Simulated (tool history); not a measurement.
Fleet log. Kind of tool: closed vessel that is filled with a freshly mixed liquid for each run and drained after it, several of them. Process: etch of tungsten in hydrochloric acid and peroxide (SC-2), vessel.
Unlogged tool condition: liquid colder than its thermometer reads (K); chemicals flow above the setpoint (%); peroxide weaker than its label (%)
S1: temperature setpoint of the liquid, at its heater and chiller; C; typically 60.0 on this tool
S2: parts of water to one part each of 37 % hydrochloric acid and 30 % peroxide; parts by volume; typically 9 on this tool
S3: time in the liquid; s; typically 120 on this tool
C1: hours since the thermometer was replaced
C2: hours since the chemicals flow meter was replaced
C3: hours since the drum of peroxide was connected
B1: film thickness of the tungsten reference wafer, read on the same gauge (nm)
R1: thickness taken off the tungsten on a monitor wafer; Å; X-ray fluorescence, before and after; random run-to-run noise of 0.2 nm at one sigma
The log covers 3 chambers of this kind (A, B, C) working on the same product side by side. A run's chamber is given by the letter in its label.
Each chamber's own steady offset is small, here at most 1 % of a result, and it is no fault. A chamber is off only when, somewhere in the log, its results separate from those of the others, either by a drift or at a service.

run   hour    S1  S2   S3      C1      C2     C3      B1      R1
 1B    6.7  60.0   9  120  2636.9  1633.4   47.8  49.981  371.95
 2C   12.7  60.0   9  120   582.0   397.7  163.9  50.002  362.86
 3A   23.5  60.0   9  120   192.4   332.9  712.7  49.994  365.91
 4A   32.4  60.0   9  120   201.3   341.8  721.6  49.949  365.83
 5C   38.6  60.0   9  120   607.9   423.6  189.8  50.012  369.56
 6B   44.4  60.0   9  120  2674.6  1671.1   85.5  50.000  375.33
 7C   55.7  60.0   9  120   625.0   440.7  206.9  50.000  366.44
 8A   66.9  60.0   9  120   235.8   376.3  756.1  49.994  364.81
 9B   72.7  60.0   9  120  2702.9  1699.4  113.8  49.998  376.71
10A   84.0  60.0   9  120   252.9   393.4  773.2  50.015  361.94
11C   93.1  60.0   9  120   662.4   478.1  244.3  50.024  365.77
12B  102.8  56.5   9  120  2733.0  1729.5  143.9  50.003  302.69
13A  111.7  56.5   9  120   280.6   421.1  800.9  50.035  293.07
14B  122.9  56.5   9  120  2753.1  1749.6  164.0  49.979  304.78
15C  129.0  57.0   9  120   698.3   514.0  280.2  50.017  300.46
     135.9  -- chamber B: thermometer replaced
16B  138.9  57.0   9  120     3.0  1765.6  180.0  50.017  320.48
17C  150.5  57.0   9  120   719.8   535.5  301.7  49.977  302.15
18A  157.2  60.0   9  120   326.1   466.6  846.4  49.995  363.73
19B  164.1  60.0   9  120    28.2  1790.8  205.2  49.989  386.13
20C  173.1  60.0   9  120   742.4   558.1  324.3  49.996  372.19
21A  184.0  60.0   9  120   352.9   493.4  873.2  50.019  369.96
22A  192.8  60.0   9  120   361.7   502.2  882.0  50.023  365.15
23B  199.0  60.0   9  120    63.1  1825.7  240.1  50.023  387.57
24C  205.2  53.0   9  160   774.5   590.2  356.4  50.010  308.76
25B  212.5  53.0   9  160    76.6  1839.2  253.6  50.013  331.93
26C  223.1  53.0   9  160   792.4   608.1  374.3  50.012  310.72
27A  234.0  60.0   9  120   402.9   543.4  923.2  49.950  367.56
28B  242.2  60.0   9  120   106.3  1868.9  283.3  49.991  392.40
29C  249.0  60.0   9  120   818.3   634.0  400.2  49.978  364.41
30A  258.8  69.0   9  120   427.7   568.2  948.0  50.033  634.49
31C  264.2  69.0   9  120   833.5   649.2  415.4  49.989  642.81

Is one chamber off against the others, does the gauge drift, or is nothing wrong? If a chamber is off, say which, and what the likeliest cause is.

Little by little, chamber B moves away from the other chambers.
Cause: chemicals flow above the setpoint (%) = 8.23.

Which of the 4 candidates below, each the usual settings with something changed and its results left as question marks, puts chamber B back in line with what the other chambers give on the usual settings?
In line here means within this much of the mean the other chambers give on the usual settings: R1 6.90 Å
32B-1  272.4  60.5   9  125                   ?
32B-2  272.4  60.5   9  120                   ?
32B-3  272.4  59.5   9  115                   ?
32B-4  272.4  59.5   9  120                   ?

The mean the other chambers reach with the usual settings: R1 365.92 Å
  run      R1
32B-1  423.26
32B-2  406.33
32B-3  366.18
32B-4  382.10
32B-3 is the one that brings the chamber's results back in line with the other chambers.

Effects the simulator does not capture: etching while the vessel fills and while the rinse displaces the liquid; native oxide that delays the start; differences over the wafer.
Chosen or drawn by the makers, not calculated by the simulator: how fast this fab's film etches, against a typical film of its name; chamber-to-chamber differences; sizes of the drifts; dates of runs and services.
